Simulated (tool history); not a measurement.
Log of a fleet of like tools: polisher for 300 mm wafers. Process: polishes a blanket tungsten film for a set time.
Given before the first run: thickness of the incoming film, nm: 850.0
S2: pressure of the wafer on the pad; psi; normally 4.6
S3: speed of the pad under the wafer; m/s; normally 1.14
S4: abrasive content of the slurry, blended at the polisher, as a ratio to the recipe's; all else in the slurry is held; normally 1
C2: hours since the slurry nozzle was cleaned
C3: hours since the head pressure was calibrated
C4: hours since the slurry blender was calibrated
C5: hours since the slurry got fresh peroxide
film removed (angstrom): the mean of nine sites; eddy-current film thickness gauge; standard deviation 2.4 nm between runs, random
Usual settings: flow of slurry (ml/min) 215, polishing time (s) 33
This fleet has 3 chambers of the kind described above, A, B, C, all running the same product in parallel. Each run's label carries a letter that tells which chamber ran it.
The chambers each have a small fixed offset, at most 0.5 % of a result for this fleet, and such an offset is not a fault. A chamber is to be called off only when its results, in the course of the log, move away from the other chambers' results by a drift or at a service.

{"day": 0.15, "done": "chamber A: worn pad replaced by a new one"}
{"day": 0.262, "done": "chamber B: worn pad replaced by a new one"}
{"run": "1A", "day": 0.267, "flow of slurry (ml/min)": 215, "S2": 4.6, "S3": 1.14, "S4": 1, "polishing time (s)": 33, "wafers polished on this pad": 38, "C2": 350.1, "C3": 308.1, "C4": 76.0, "C5": 14.3, "film removed (angstrom)": 2073.0}
{"run": "2B", "day": 0.488, "flow of slurry (ml/min)": 215, "S2": 4.6, "S3": 1.14, "S4": 1, "polishing time (s)": 33, "wafers polished on this pad": 74, "C2": 146.8, "C3": 608.5, "C4": 133.4, "C5": 169.9, "film removed (angstrom)": 2070.5}
{"day": 0.717, "done": "chamber C: worn pad replaced by a new one"}
{"run": "3C", "day": 0.762, "flow of slurry (ml/min)": 215, "S2": 4.6, "S3": 1.14, "S4": 1, "polishing time (s)": 33, "wafers polished on this pad": 16, "C2": 147.8, "C3": 579.2, "C4": 73.7, "C5": 56.5, "film removed (angstrom)": 2086.3}
{"day": 0.829, "done": "chamber B: slurry tank refilled with fresh slurry and peroxide"}
{"run": "4A", "day": 0.988, "flow of slurry (ml/min)": 215, "S2": 4.6, "S3": 1.14, "S4": 1, "polishing time (s)": 33, "wafers polished on this pad": 274, "C2": 367.4, "C3": 325.4, "C4": 93.3, "C5": 31.6, "film removed (angstrom)": 2104.6}
{"run": "5C", "day": 1.179, "flow of slurry (ml/min)": 285, "S2": 3.9, "S3": 1.14, "S4": 1, "polishing time (s)": 33, "wafers polished on this pad": 152, "C2": 157.8, "C3": 589.2, "C4": 83.7, "C5": 66.5, "film removed (angstrom)": 1813.9}
{"run": "6B", "day": 1.321, "flow of slurry (ml/min)": 285, "S2": 3.9, "S3": 1.14, "S4": 1, "polishing time (s)": 33, "wafers polished on this pad": 347, "C2": 166.8, "C3": 628.5, "C4": 153.4, "C5": 11.9, "film removed (angstrom)": 1812.5}
{"day": 1.529, "done": "chamber A: worn pad replaced by a new one"}
{"run": "7B", "day": 1.542, "flow of slurry (ml/min)": 285, "S2": 3.9, "S3": 1.14, "S4": 1, "polishing time (s)": 33, "wafers polished on this pad": 419, "C2": 172.1, "C3": 633.8, "C4": 158.7, "C5": 17.2, "film removed (angstrom)": 1833.0}
{"day": 1.738, "done": "chamber C: slurry blender recalibrated"}
{"run": "8C", "day": 1.792, "flow of slurry (ml/min)": 215, "S2": 4.6, "S3": 1.14, "S4": 1, "polishing time (s)": 33, "wafers polished on this pad": 353, "C2": 172.5, "C3": 603.9, "C4": 1.4, "C5": 81.2, "film removed (angstrom)": 2036.2}
{"day": 1.929, "done": "chamber B: worn pad replaced by a new one"}
{"run": "9A", "day": 2.0, "flow of slurry (ml/min)": 215, "S2": 4.6, "S3": 1.14, "S4": 1, "polishing time (s)": 33, "wafers polished on this pad": 155, "C2": 391.7, "C3": 349.7, "C4": 117.6, "C5": 55.9, "film removed (angstrom)": 2059.2}
{"run": "10C", "day": 2.125, "flow of slurry (ml/min)": 215, "S2": 4.6, "S3": 1.14, "S4": 1, "polishing time (s)": 33, "wafers polished on this pad": 462, "C2": 180.5, "C3": 611.9, "C4": 9.4, "C5": 89.2, "film removed (angstrom)": 2079.8}
{"run": "11A", "day": 2.262, "flow of slurry (ml/min)": 215, "S2": 4.6, "S3": 1.14, "S4": 1, "polishing time (s)": 33, "wafers polished on this pad": 241, "C2": 398.0, "C3": 356.0, "C4": 123.9, "C5": 62.2, "film removed (angstrom)": 2089.4}
{"day": 2.517, "done": "chamber A: slurry tank refilled with fresh slurry and peroxide"}
{"run": "12B", "day": 2.521, "flow of slurry (ml/min)": 215, "S2": 4.6, "S3": 1.14, "S4": 1, "polishing time (s)": 33, "wafers polished on this pad": 194, "C2": 195.6, "C3": 657.3, "C4": 182.2, "C5": 40.7, "film removed (angstrom)": 2097.2}
{"run": "13A", "day": 2.679, "flow of slurry (ml/min)": 215, "S2": 4.6, "S3": 1.14, "S4": 1, "polishing time (s)": 33, "wafers polished on this pad": 377, "C2": 408.0, "C3": 366.0, "C4": 133.9, "C5": 4.0, "film removed (angstrom)": 2110.9}
{"day": 2.788, "done": "chamber C: worn pad replaced by a new one"}
{"run": "14B", "day": 2.833, "flow of slurry (ml/min)": 215, "S2": 4.6, "S3": 1.14, "S4": 1, "polishing time (s)": 33, "wafers polished on this pad": 296, "C2": 203.1, "C3": 664.8, "C4": 189.7, "C5": 48.2, "film removed (angstrom)": 2093.1}
{"day": 3.0, "done": "chamber A: slurry nozzle cleaned"}
{"run": "15C", "day": 3.025, "flow of slurry (ml/min)": 215, "S2": 4.6, "S3": 1.14, "S4": 1, "polishing time (s)": 33, "wafers polished on this pad": 78, "C2": 202.1, "C3": 633.5, "C4": 31.0, "C5": 110.8, "film removed (angstrom)": 2040.2}
{"day": 3.096, "done": "chamber A: worn pad replaced by a new one"}
{"run": "16B", "day": 3.3, "flow of slurry (ml/min)": 215, "S2": 4.6, "S3": 1.14, "S4": 1, "polishing time (s)": 33, "wafers polished on this pad": 449, "C2": 214.3, "C3": 676.0, "C4": 200.9, "C5": 59.4, "film removed (angstrom)": 2076.1}
{"run": "17C", "day": 3.5, "flow of slurry (ml/min)": 215, "S2": 4.6, "S3": 1.14, "S4": 1, "polishing time (s)": 33, "wafers polished on this pad": 233, "C2": 213.5, "C3": 644.9, "C4": 42.4, "C5": 122.2, "film removed (angstrom)": 2078.3}
{"run": "18A", "day": 3.692, "flow of slurry (ml/min)": 215, "S2": 4.6, "S3": 1.14, "S4": 1, "polishing time (s)": 33, "wafers polished on this pad": 195, "C2": 16.7, "C3": 390.3, "C4": 158.2, "C5": 28.3, "film removed (angstrom)": 2127.0}
{"run": "19A", "day": 3.821, "flow of slurry (ml/min)": 215, "S2": 4.6, "S3": 1.14, "S4": 1, "polishing time (s)": 33, "wafers polished on this pad": 237, "C2": 19.8, "C3": 393.4, "C4": 161.3, "C5": 31.4, "film removed (angstrom)": 2056.7}
{"day": 3.883, "done": "chamber B: worn pad replaced by a new one"}
{"run": "20C", "day": 4.021, "flow of slurry (ml/min)": 215, "S2": 4.6, "S3": 1.14, "S4": 1, "polishing time (s)": 33, "wafers polished on this pad": 404, "C2": 226.0, "C3": 657.4, "C4": 54.9, "C5": 134.7, "film removed (angstrom)": 2080.6}
{"run": "21B", "day": 4.142, "flow of slurry (ml/min)": 215, "S2": 4.6, "S3": 1.14, "S4": 1, "polishing time (s)": 33, "wafers polished on this pad": 85, "C2": 234.5, "C3": 696.2, "C4": 221.1, "C5": 79.6, "film removed (angstrom)": 2028.9}
{"run": "22B", "day": 4.312, "flow of slurry (ml/min)": 215, "S2": 4.6, "S3": 1.14, "S4": 1, "polishing time (s)": 33, "wafers polished on this pad": 141, "C2": 238.6, "C3": 700.3, "C4": 225.2, "C5": 83.7, "film removed (angstrom)": 2082.0}
{"day": 4.367, "done": "chamber C: slurry tank refilled with fresh slurry and peroxide"}
{"day": 4.496, "done": "chamber A: worn pad replaced by a new one"}
{"run": "23C", "day": 4.571, "flow of slurry (ml/min)": 215, "S2": 4.6, "S3": 1.14, "S4": 1, "polishing time (s)": 33, "wafers polished on this pad": 584, "C2": 239.2, "C3": 670.6, "C4": 68.1, "C5": 4.9, "film removed (angstrom)": 2085.2}
{"run": "24A", "day": 4.754, "flow of slurry (ml/min)": 215, "S2": 4.6, "S3": 1.14, "S4": 1, "polishing time (s)": 33, "wafers polished on this pad": 84, "C2": 42.2, "C3": 415.8, "C4": 183.7, "C5": 53.8, "film removed (angstrom)": 2108.7}
{"run": "25A", "day": 4.933, "flow of slurry (ml/min)": 215, "S2": 4.6, "S3": 1.14, "S4": 1, "polishing time (s)": 33, "wafers polished on this pad": 143, "C2": 46.5, "C3": 420.1, "C4": 188.0, "C5": 58.1, "film removed (angstrom)": 2096.0}
{"run": "26B", "day": 5.175, "flow of slurry (ml/min)": 215, "S2": 4.6, "S3": 1.14, "S4": 1, "polishing time (s)": 33, "wafers polished on this pad": 423, "C2": 259.3, "C3": 721.0, "C4": 245.9, "C5": 104.4, "film removed (angstrom)": 2111.2}
{"day": 5.196, "done": "chamber C: worn pad replaced by a new one"}
{"run": "27C", "day": 5.333, "flow of slurry (ml/min)": 215, "S2": 4.6, "S3": 1.14, "S4": 1, "polishing time (s)": 33, "wafers polished on this pad": 45, "C2": 257.5, "C3": 688.9, "C4": 86.4, "C5": 23.2, "film removed (angstrom)": 2075.4}
{"day": 5.471, "done": "chamber A: slurry tank refilled with fresh slurry and peroxide"}
{"day": 5.554, "done": "chamber B: worn pad replaced by a new one"}
{"run": "28B", "day": 5.567, "flow of slurry (ml/min)": 175, "S2": 5.1, "S3": 1.14, "S4": 1, "polishing time (s)": 33, "wafers polished on this pad": 4, "C2": 268.7, "C3": 730.4, "C4": 255.3, "C5": 113.8, "film removed (angstrom)": 2235.3}
{"run": "29A", "day": 5.708, "flow of slurry (ml/min)": 175, "S2": 5.1, "S3": 1.14, "S4": 1, "polishing time (s)": 33, "wafers polished on this pad": 397, "C2": 65.1, "C3": 438.7, "C4": 206.6, "C5": 5.7, "film removed (angstrom)": 2234.4}
{"day": 5.817, "done": "chamber C: slurry blender recalibrated"}
{"run": "30C", "day": 5.879, "flow of slurry (ml/min)": 175, "S2": 5.1, "S3": 1.14, "S4": 1, "polishing time (s)": 33, "wafers polished on this pad": 224, "C2": 270.6, "C3": 702.0, "C4": 1.5, "C5": 36.3, "film removed (angstrom)": 2217.5}

For the next run the whole fleet of 3 chambers uses the same settings. Give each chamber's results:
{"run": "31A", "day": 6.075, "flow of slurry (ml/min)": 215, "S2": 4.6, "S3": 1.46, "S4": 1, "polishing time (s)": 33, "film removed (angstrom)": "?"}
{"run": "31B", "day": 6.075, "flow of slurry (ml/min)": 215, "S2": 4.6, "S3": 1.46, "S4": 1, "polishing time (s)": 33, "film removed (angstrom)": "?"}
{"run": "31C", "day": 6.075, "flow of slurry (ml/min)": 215, "S2": 4.6, "S3": 1.46, "S4": 1, "polishing time (s)": 33, "film removed (angstrom)": "?"}

run=31A film_removed_(angstrom)=2689.9
run=31B film_removed_(angstrom)=2654.7
run=31C film_removed_(angstrom)=2643.1
